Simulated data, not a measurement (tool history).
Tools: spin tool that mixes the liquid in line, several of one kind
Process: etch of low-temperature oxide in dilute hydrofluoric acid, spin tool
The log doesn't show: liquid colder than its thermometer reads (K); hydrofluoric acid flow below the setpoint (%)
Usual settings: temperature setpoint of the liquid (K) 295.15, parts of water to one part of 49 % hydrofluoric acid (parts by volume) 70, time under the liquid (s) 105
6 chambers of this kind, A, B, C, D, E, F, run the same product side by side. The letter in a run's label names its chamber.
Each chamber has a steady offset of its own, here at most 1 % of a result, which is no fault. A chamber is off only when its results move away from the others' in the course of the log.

run     day  temperature setpoint of the liquid (K)  parts of water to one part of 49 % hydrofluoric acid (parts by volume)  time under the liquid (s)  hours since the thermometer was replaced  hours since the hydrofluoric acid flow meter was replaced  read-back film thickness of the low-temperature oxide reference wafer, read on the same gauge (nm)  thickness taken off the low-temperature oxide on a monitor wafer (Å)
 1D   0.296                                  295.15                                                                      70                        105                                     913.4                                                       1500                                                                                              89.984                                                                281.39
      0.642  -- chamber A: hydrofluoric acid flow meter replaced
 2F    0.65                                  295.15                                                                      70                        105                                     300.2                                                      352.5                                                                                              89.992                                                                280.51
 3C   0.971                                  295.15                                                                      70                        105                                    1414.5                                                      460.2                                                                                              89.996                                                                285.53
 4A    1.25                                  295.15                                                                      70                        105                                     642.8                                                       14.7                                                                                              89.996                                                                288.38
 5E   1.417                                  295.15                                                                      70                        105                                     307.5                                                      727.4                                                                                              89.998                                                                276.46
 6B   1.625                                  295.15                                                                      70                        105                                      95.5                                                      640.9                                                                                              90.025                                                                277.92
 7F   1.925                                  295.15                                                                      70                        105                                     330.8                                                      383.1                                                                                              90.032                                                                280.83
 8B   2.225                                  295.15                                                                      70                        105                                     109.9                                                      655.3                                                                                              90.008                                                                277.05
 9E   2.571                                  295.15                                                                      70                        105                                     335.2                                                      755.1                                                                                              89.999                                                                282.42
10C   2.846                                  295.15                                                                      70                        105                                    1459.5                                                      505.2                                                                                              90.002                                                                 283.5
11D   3.112                                  295.15                                                                      70                        105                                       981                                                     1567.6                                                                                              90.002                                                                279.67
12A   3.479                                  295.15                                                                      70                        105                                     696.3                                                       68.2                                                                                              89.992                                                                280.94
13D    3.85                                  295.15                                                                      70                        105                                     998.7                                                     1585.3                                                                                              90.033                                                                275.55
14B     4.1                                  295.15                                                                      40                        145                                     154.9                                                      700.3                                                                                              90.008                                                                 702.3
15E   4.321                                  295.15                                                                      40                        145                                     377.2                                                      797.1                                                                                              89.991                                                                700.01
16C   4.542                                  295.15                                                                      40                        145                                    1500.2                                                      545.9                                                                                              90.003                                                                710.29
17F   4.788                                  295.15                                                                      40                        145                                     399.5                                                      451.8                                                                                              89.999                                                                712.25
18A   5.058                                  295.15                                                                      40                        145                                     734.2                                                      106.1                                                                                                  90                                                                703.29
19A   5.312                                  295.15                                                                      40                        145                                     740.3                                                      112.2                                                                                              89.987                                                                716.83
20D   5.675                                  295.15                                                                      70                        105                                    1042.5                                                     1629.1                                                                                              90.011                                                                280.77
21E   5.875                                  295.15                                                                      70                        105                                     414.5                                                      834.4                                                                                              90.004                                                                282.02
      6.054  -- chamber B: hydrofluoric acid flow meter replaced
22F   6.129                                  295.15                                                                      70                        105                                     431.7                                                        484                                                                                              90.008                                                                275.62
23B   6.296                                  295.15                                                                      70                        105                                     207.6                                                        5.8                                                                                              90.024                                                                281.56
24C   6.629                                  298.65                                                                      70                        150                                    1550.3                                                        596                                                                                               89.99                                                                457.67
25E   6.988                                  298.65                                                                      70                        150                                     441.2                                                      861.1                                                                                              90.003                                                                468.22
26C   7.325                                  298.65                                                                      70                        150                                      1567                                                      612.7                                                                                              89.992                                                                466.07
27A   7.583                                  298.65                                                                      70                        150                                     794.8                                                      166.7                                                                                              90.006                                                                466.84
28D   7.883                                  298.65                                                                      70                        150                                    1095.5                                                     1682.1                                                                                              89.999                                                                 458.6
29B   8.083                                  298.65                                                                      70                        150                                     250.5                                                       48.7                                                                                              90.023                                                                463.49
30F   8.408                                  295.15                                                                      70                        105                                     486.4                                                      538.7                                                                                              90.027                                                                263.68
31C   8.729                                  295.15                                                                      70                        105                                    1600.7                                                      646.4                                                                                              90.011                                                                280.92
32D   9.046                                  295.15                                                                      70                         80                                    1123.4                                                       1710                                                                                              90.046                                                                213.75
33E   9.258                                  295.15                                                                      70                         80                                     495.7                                                      915.6                                                                                              89.988                                                                216.51
34F   9.596                                  295.15                                                                      70                         80                                     514.9                                                      567.2                                                                                              90.002                                                                196.51
35A   9.754                                  295.15                                                                      70                         80                                     846.9                                                      218.8                                                                                              89.991                                                                215.35
36B  10.042                                  295.15                                                                      70                         80                                     297.5                                                       95.7                                                                                              90.007                                                                214.93
37E  10.408                                  295.15                                                                      70                         80                                     523.3                                                      943.2                                                                                              89.985                                                                216.92

Is one chamber off against the others, does the gauge drift, or is nothing wrong? If a chamber is off, say which, and what the likeliest cause is.

Chamber F drifts away from the others.
Cause: hydrofluoric acid flow below the setpoint (%) = 9.21.
The log may not tell that from: liquid colder than its thermometer reads (K).

Here are 4 candidates for chamber F's next run, each the usual settings with a change, their results left as question marks. Which one brings its results back in line with what the others give on the usual settings?
In line means no further than this from the other chambers' mean on the usual settings: thickness taken off the low-temperature oxide on a monitor wafer (Å) 9.3
38F-1  10.675                                  294.65                                                                      80                        105                                                                                                                                                                                                                                                                              ?
38F-2  10.675                                  297.65                                                                      70                        105                                                                                                                                                                                                                                                                              ?
38F-3  10.675                                  295.15                                                                      65                        115                                                                                                                                                                                                                                                                              ?
38F-4  10.675                                  294.65                                                                      75                        105                                                                                                                                                                                                                                                                              ?

The other chambers' mean on the usual settings: thickness taken off the low-temperature oxide on a monitor wafer (Å) 281.35
  run  thickness taken off the low-temperature oxide on a monitor wafer (Å)
38F-1                                                                214.05
38F-2                                                                280.12
38F-3                                                                300.61
38F-4                                                                229.85
38F-2 brings the chamber back in line.
